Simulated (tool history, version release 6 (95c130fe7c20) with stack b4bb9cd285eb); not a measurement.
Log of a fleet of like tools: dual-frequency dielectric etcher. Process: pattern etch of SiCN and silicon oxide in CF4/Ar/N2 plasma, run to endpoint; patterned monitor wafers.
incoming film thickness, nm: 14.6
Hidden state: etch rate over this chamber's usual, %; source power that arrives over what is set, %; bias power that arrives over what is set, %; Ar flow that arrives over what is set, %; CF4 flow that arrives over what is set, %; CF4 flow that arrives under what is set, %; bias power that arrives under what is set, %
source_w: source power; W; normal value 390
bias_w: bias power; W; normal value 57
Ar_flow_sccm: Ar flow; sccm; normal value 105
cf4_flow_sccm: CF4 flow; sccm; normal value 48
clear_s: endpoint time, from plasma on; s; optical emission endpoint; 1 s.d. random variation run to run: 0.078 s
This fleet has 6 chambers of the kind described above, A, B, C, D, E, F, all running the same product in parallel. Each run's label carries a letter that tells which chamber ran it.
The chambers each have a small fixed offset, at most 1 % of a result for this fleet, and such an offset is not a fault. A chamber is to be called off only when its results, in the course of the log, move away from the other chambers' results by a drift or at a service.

run	hour	source_w	bias_w	Ar_flow_sccm	cf4_flow_sccm	hours since the last wet clean	hours since the last source power generator calibration	hours since the last bias power generator calibration	hours since the last Ar flow controller change	hours since the last CF4 flow controller change	clear_s
1A	7.7	390	57	105	48	167.6	1550.9	1725.5	1992.5	427.5	22.657
2B	15.7	390	57	105	48	42.8	809.6	553.5	773.2	618.7	22.351
3F	19.8	390	57	105	48	261.4	1044.9	3215.2	2248.1	3453.7	22.393
4C	28.5	390	57	105	48	601.4	2405.5	2065.2	477.3	1358.3	22.364
5D	37.1	320	57	121	48	76.4	1035.7	945.7	616.6	361.4	27.087
6E	42.6	320	57	121	48	305.6	3357.2	1506.7	861.5	2771.1	27.065
7C	50.8	320	57	121	48	623.7	2427.8	2087.5	499.6	1380.6	27.037
8E	57.6	320	57	121	48	320.6	3372.2	1521.7	876.5	2786.1	26.918
# hour 58.8: chamber C: wet clean of the chamber
9D	65.1	320	57	121	48	104.4	1063.7	973.7	644.6	389.4	27.139
10B	70.6	320	57	121	48	97.7	864.5	608.4	828.1	673.6	27.036
11A	76.3	390	57	105	48	236.2	1619.5	1794.1	2061.1	496.1	22.442
12F	84.2	390	57	85	39	325.8	1109.3	3279.6	2312.5	3518.1	22.307
13C	93.4	390	57	85	39	34.6	2470.4	2130.1	542.2	1423.2	22.207
14D	99.0	390	57	85	39	138.3	1097.6	1007.6	678.5	423.3	22.326
15B	105.9	390	57	85	39	133.0	899.8	643.7	863.4	708.9	22.316
# hour 111.1: chamber E: wet clean of the chamber
16A	112.5	390	57	85	39	272.4	1655.7	1830.3	2097.3	532.3	22.514
17F	119.4	390	57	85	39	361.0	1144.5	3314.8	2347.7	3553.3	22.292
18E	128.0	390	57	105	48	16.9	3442.6	1592.1	946.9	2856.5	22.255
# hour 130.7: chamber F: wet clean of the chamber
19C	136.9	390	57	105	48	78.1	2513.9	2173.6	585.7	1466.7	22.302
20A	146.6	390	57	105	48	306.5	1689.8	1864.4	2131.4	566.4	22.269
21D	154.8	390	57	105	48	194.1	1153.4	1063.4	734.3	479.1	22.392
22F	159.0	390	57	105	48	28.4	1184.1	3354.4	2387.3	3592.9	22.266
23E	163.8	390	57	105	48	52.7	3478.4	1627.9	982.7	2892.3	22.321
24B	171.5	390	57	105	48	198.6	965.4	709.3	929.0	774.5	22.375
# hour 173.4: chamber A: wet clean of the chamber
25F	176.7	390	57	105	48	46.1	1201.8	3372.1	2405.0	3610.6	22.247
26E	185.0	390	57	105	48	73.9	3499.6	1649.1	1003.9	2913.5	22.109
27C	191.0	390	57	105	48	132.2	2568.0	2227.7	639.8	1520.8	22.098
28A	195.6	460	57	105	55	22.2	1738.8	1913.4	2180.4	615.4	19.095
29D	199.9	460	57	105	55	239.2	1198.5	1108.5	779.4	524.2	19.030
30B	206.8	460	57	105	55	233.9	1000.7	744.6	964.3	809.8	18.900
31F	214.5	460	57	105	55	83.9	1239.6	3409.9	2442.8	3648.4	18.888
32B	224.1	460	57	105	55	251.2	1018.0	761.9	981.6	827.1	18.962
33D	228.7	460	57	105	55	268.0	1227.3	1137.3	808.2	553.0	18.914
34C	232.9	390	57	105	48	174.1	2609.9	2269.6	681.7	1562.7	22.127
35E	239.2	390	57	105	48	128.1	3553.8	1703.3	1058.1	2967.7	22.245
36A	245.0	390	57	105	48	71.6	1788.2	1962.8	2229.8	664.8	22.381
37B	254.7	390	57	105	48	281.8	1048.6	792.5	1012.2	857.7	22.290
38E	260.0	390	57	105	48	148.9	3574.6	1724.1	1078.9	2988.5	22.436
39A	264.2	390	57	105	48	90.8	1807.4	1982.0	2249.0	684.0	22.616
40F	270.2	440	57	105	44	139.6	1295.3	3465.6	2498.5	3704.1	20.512
41D	278.9	440	57	105	44	318.2	1277.5	1187.5	858.4	603.2	20.437
42C	286.8	440	57	105	44	228.0	2663.8	2323.5	735.6	1616.6	20.207
43F	294.9	440	57	105	44	164.3	1320.0	3490.3	2523.2	3728.8	20.423
44B	300.8	440	57	105	44	327.9	1094.7	838.6	1058.3	903.8	20.406

For the next run the whole fleet of 6 chambers uses the same settings. Give each chamber's results:
45A	307.8	390	57	105	48						?
45B	307.8	390	57	105	48						?
45C	307.8	390	57	105	48						?
45D	307.8	390	57	105	48						?
45E	307.8	390	57	105	48						?
45F	307.8	390	57	105	48						?

run	clear_s
45A	22.522
45B	22.162
45C	22.201
45D	22.375
45E	22.259
45F	22.306

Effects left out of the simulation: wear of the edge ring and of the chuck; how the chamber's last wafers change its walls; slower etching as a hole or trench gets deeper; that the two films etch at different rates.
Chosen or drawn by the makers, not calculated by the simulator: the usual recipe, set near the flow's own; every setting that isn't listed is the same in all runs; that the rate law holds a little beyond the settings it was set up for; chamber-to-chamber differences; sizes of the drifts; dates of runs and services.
